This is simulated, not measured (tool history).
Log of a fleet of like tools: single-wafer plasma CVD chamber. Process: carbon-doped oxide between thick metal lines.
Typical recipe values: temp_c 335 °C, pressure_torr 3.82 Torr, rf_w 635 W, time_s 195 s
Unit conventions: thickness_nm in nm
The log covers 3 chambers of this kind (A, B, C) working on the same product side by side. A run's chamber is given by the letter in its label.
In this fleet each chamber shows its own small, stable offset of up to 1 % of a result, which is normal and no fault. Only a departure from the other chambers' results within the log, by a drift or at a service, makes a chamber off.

run	day	temp_c	pressure_torr	rf_w	time_s	read-back reference wafer on the same gauge, thickness_nm	thickness_nm
1A	0.229	335	3.82	635	195	1120	1127.1
2B	0.479	335	3.82	635	195	1120.3	1138.6
3C	0.683	335	3.82	635	195	1120.1	1143.6
4C	0.904	335	3.82	635	195	1119.7	1143.3
5A	1.121	335	3.82	635	195	1120.1	1131.5
6B	1.288	335	3.82	635	195	1120.4	1140.2
7A	1.608	335	3.82	635	195	1120	1124.7
8C	1.908	335	3.82	635	195	1119.5	1142.8
9B	2.242	335	3.82	635	195	1120.5	1143.5
10C	2.521	335	3.82	635	195	1119.3	1140.8
11A	2.775	335	3.82	635	195	1120.1	1130.6
12B	3.125	335	3.82	635	195	1119.8	1144
13B	3.312	346	3.82	635	195	1119.8	1098
14C	3.617	346	3.82	635	195	1119.5	1113.8
15A	3.862	346	3.82	635	195	1120.5	1096.1
16A	4.133	335	3.82	635	195	1119.8	1127.8
17B	4.446	335	3.82	635	195	1120.5	1137.6
18C	4.754	335	3.82	635	195	1120.6	1159
19B	5	335	3.82	635	195	1120.8	1145.7
20A	5.342	335	3.82	635	195	1120	1129.8
21C	5.612	335	3.82	635	195	1120.2	1152.9
22B	5.833	335	4.63	635	195	1120.2	1169.4
23A	6.179	335	4.63	635	195	1119.8	1162.4

Is one chamber off against the others, does the gauge drift, or is nothing wrong? If a chamber is off, say which, and what the likeliest cause is.

It is chamber C that slowly wanders off from its peers.
What lies behind it: wafer temperature below the value expected at the setpoint (K) = 6.1.

Chamber C could run next with any of the 4 candidate recipes listed below; each alters the usual settings, and their results appear as question marks. Which one brings its results back in line with what the other chambers deliver on the usual settings?
Maximum distance from the other chambers' mean on the usual settings for a result to count as in line: thickness_nm 9.6 nm
24C-1	6.438	335	4.13	635	195		?
24C-2	6.438	335	3.8	625	195		?
24C-3	6.438	335	3.81	630	191		?
24C-4	6.438	335	3.83	640	199		?

Other chambers, usual settings, mean: thickness_nm 1134.9 nm
run	thickness_nm
24C-1	1177.3
24C-2	1152
24C-3	1134.2
24C-4	1193.6
24C-3 puts the chamber back in line with the other chambers.
